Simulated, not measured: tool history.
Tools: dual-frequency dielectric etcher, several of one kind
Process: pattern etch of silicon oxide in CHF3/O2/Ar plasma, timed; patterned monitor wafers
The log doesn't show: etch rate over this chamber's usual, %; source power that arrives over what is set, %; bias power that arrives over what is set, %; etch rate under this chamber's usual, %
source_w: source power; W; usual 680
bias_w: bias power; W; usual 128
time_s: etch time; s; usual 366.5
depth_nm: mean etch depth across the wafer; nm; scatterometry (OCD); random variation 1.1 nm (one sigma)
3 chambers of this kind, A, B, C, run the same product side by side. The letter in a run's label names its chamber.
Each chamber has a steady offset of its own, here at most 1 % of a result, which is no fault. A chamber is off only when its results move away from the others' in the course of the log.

run  hour  source_w  bias_w  time_s  hours since the last wet clean  hours since the last source power generator calibration  hours since the last bias power generator calibration  read-back reference wafer on the same gauge, depth_nm  depth_nm
 1A   4.3       680     128   366.5                           387.2                                                    652.9                                                 3769.4                                                 711.15    688.76
 2C   6.4       680     128   366.5                            42.8                                                    298.5                                                 2994.3                                                 711.45    677.01
 3B   8.4       680     128   366.5                           461.7                                                     90.4                                                 1201.7                                                 711.32    682.82
 4B  12.3       680     128   366.5                           465.6                                                     94.3                                                 1205.6                                                 711.73    682.96
 5A  14.9       680     107     461                           397.8                                                    663.5                                                   3780                                                 711.81    823.33
     15.7  -- chamber A: wet clean of the chamber
 6C  19.5       680     107     461                            55.9                                                    311.6                                                 3007.4                                                 712.22    806.81
     21.9  -- chamber B: wet clean of the chamber
 7A  22.4       680     107     461                             6.7                                                      671                                                 3787.5                                                 712.04    820.93
 8B  26.6       790     128     446                             4.7                                                    108.6                                                 1219.9                                                 712.28    881.92
 9C  30.2       790     128     446                            66.6                                                    322.3                                                 3018.1                                                 712.45    873.87
10C  32.6       790     128     446                              69                                                    324.7                                                 3020.5                                                 712.94     873.7
11B  35.4       680     128   366.5                            13.5                                                    117.4                                                 1228.7                                                 712.75    685.79
12A  38.5       680     128   366.5                            22.8                                                    687.1                                                 3803.6                                                 712.98    688.37
13C  42.8       680     128   366.5                            79.2                                                    334.9                                                 3030.7                                                 713.14    678.36
14A  45.1       680     128   366.5                            29.4                                                    693.7                                                 3810.2                                                 713.29    689.66
15B  47.9       680     128   366.5                              26                                                    129.9                                                 1241.2                                                 713.31    686.48
16C  51.7       680     128   366.5                            88.1                                                    343.8                                                 3039.6                                                 713.97     676.8
17B  55.8       680     128   366.5                            33.9                                                    137.8                                                 1249.1                                                 714.04    685.83
18A  59.6       680     128   366.5                            43.9                                                    708.2                                                 3824.7                                                  714.4    690.81
19C  61.8       680     128   366.5                            98.2                                                    353.9                                                 3049.7                                                 714.21    679.95
20B  64.4       600     138   366.5                            42.5                                                    146.4                                                 1257.7                                                 714.59    670.91
21A  66.7       600     138   366.5                              51                                                    715.3                                                 3831.8                                                 714.53     672.1
22C  68.9       600     138   366.5                           105.3                                                      361                                                 3056.8                                                 714.73    661.06
23B  72.2       680     128   366.5                            50.3                                                    154.2                                                 1265.5                                                 714.64    687.23
24A  76.7       680     128   366.5                              61                                                    725.3                                                 3841.8                                                    715    692.48
25B  80.7       680     128     296                            58.8                                                    162.7                                                   1274                                                 715.43    555.01
26C  84.7       680     128     296                           121.1                                                    376.8                                                 3072.6                                                  715.3    548.54
27A  87.8       680     128     296                            72.1                                                    736.4                                                 3852.9                                                 715.73    559.58

Next, every chamber runs the same settings. What will each give?
28A  91.1       680     128   366.5                                                                                                                                                                                                                ?
28B  91.1       680     128   366.5                                                                                                                                                                                                                ?
28C  91.1       680     128   366.5                                                                                                                                                                                                                ?

run  depth_nm
28A    693.05
28B    689.07
28C    680.45
